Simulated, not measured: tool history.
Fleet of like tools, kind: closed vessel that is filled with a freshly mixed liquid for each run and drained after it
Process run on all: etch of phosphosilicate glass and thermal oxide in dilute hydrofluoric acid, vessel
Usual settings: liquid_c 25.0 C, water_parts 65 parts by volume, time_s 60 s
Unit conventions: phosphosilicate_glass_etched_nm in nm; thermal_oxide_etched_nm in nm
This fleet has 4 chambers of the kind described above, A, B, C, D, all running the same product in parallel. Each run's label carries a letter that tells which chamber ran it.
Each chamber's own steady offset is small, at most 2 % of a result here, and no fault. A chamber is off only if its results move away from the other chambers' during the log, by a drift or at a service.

run,hour,liquid_c,water_parts,time_s,hours since the thermometer was replaced,hours since the hydrofluoric acid flow meter was replaced,"read-back film thickness of the phosphosilicate glass reference wafer, read on the same gauge (nm)","read-back film thickness of the thermal oxide reference wafer, read on the same gauge (nm)",phosphosilicate_glass_etched_nm,thermal_oxide_etched_nm
1C,11.3,25.0,65,60,42.3,2120.4,110.00,119.95,201.15,4.5851
2D,26.1,25.0,65,60,262.8,1337.4,110.00,119.99,199.08,4.6209
3A,40.9,25.0,65,60,483.5,198.2,109.99,120.03,197.18,4.6206
# hour 41.5: chamber A: thermometer replaced
4B,49.2,25.0,65,60,587.8,240.5,109.96,120.01,201.23,4.6558
5A,62.7,25.0,65,60,21.3,220.0,110.00,119.99,200.42,4.6177
6C,76.4,25.0,65,80,107.4,2185.5,110.00,120.00,267.48,6.0815
7B,91.5,25.0,65,80,630.1,282.8,109.99,120.01,270.24,6.2636
8D,105.8,25.0,65,80,342.5,1417.1,109.97,120.04,268.19,6.1991
9C,119.0,25.0,65,80,150.0,2228.1,110.03,120.02,267.90,6.0307
10A,126.7,25.0,65,60,85.3,284.0,110.01,120.00,202.48,4.6377
11B,137.6,23.5,65,85,676.2,328.9,110.00,119.98,268.47,6.2515
12D,146.1,23.5,65,85,382.8,1457.4,110.03,120.00,263.59,6.1446
# hour 155.5: chamber C: hydrofluoric acid flow meter replaced
13A,156.8,23.5,65,85,115.4,314.1,109.99,119.98,268.55,6.1287
14D,171.5,23.5,65,85,408.2,1482.8,109.99,120.00,270.69,6.0804
15B,180.7,25.0,65,60,719.3,372.0,110.01,120.01,203.26,4.7104
16C,191.8,25.0,65,60,222.8,36.3,109.97,119.98,198.75,4.5565
17B,206.3,25.0,65,60,744.9,397.6,109.96,119.97,203.04,4.6820
18D,214.0,25.0,65,60,450.7,1525.3,110.01,120.00,200.28,4.6243
# hour 216.2: chamber B: thermometer replaced
19C,228.7,25.0,65,60,259.7,73.2,110.00,119.97,200.71,4.5742
20A,243.9,25.0,35,35,202.5,401.2,109.99,120.01,229.47,5.2727
21D,258.0,25.0,35,35,494.7,1569.3,109.99,120.01,228.06,5.2475
22B,264.7,25.0,35,35,48.5,456.0,110.00,120.02,226.46,5.2554
23C,273.0,25.0,35,35,304.0,117.5,109.99,119.99,221.29,5.0634
24A,286.7,25.0,65,60,245.3,444.0,109.98,120.01,199.94,4.6254

Next, every chamber runs the same settings. What will each give?
25A,297.6,25.0,65,60,,,,,?,?
25B,297.6,25.0,65,60,,,,,?,?
25C,297.6,25.0,65,60,,,,,?,?
25D,297.6,25.0,65,60,,,,,?,?

run,phosphosilicate_glass_etched_nm,thermal_oxide_etched_nm
25A,204.21,4.6515
25B,200.45,4.6226
25C,203.23,4.6025
25D,196.06,4.6028

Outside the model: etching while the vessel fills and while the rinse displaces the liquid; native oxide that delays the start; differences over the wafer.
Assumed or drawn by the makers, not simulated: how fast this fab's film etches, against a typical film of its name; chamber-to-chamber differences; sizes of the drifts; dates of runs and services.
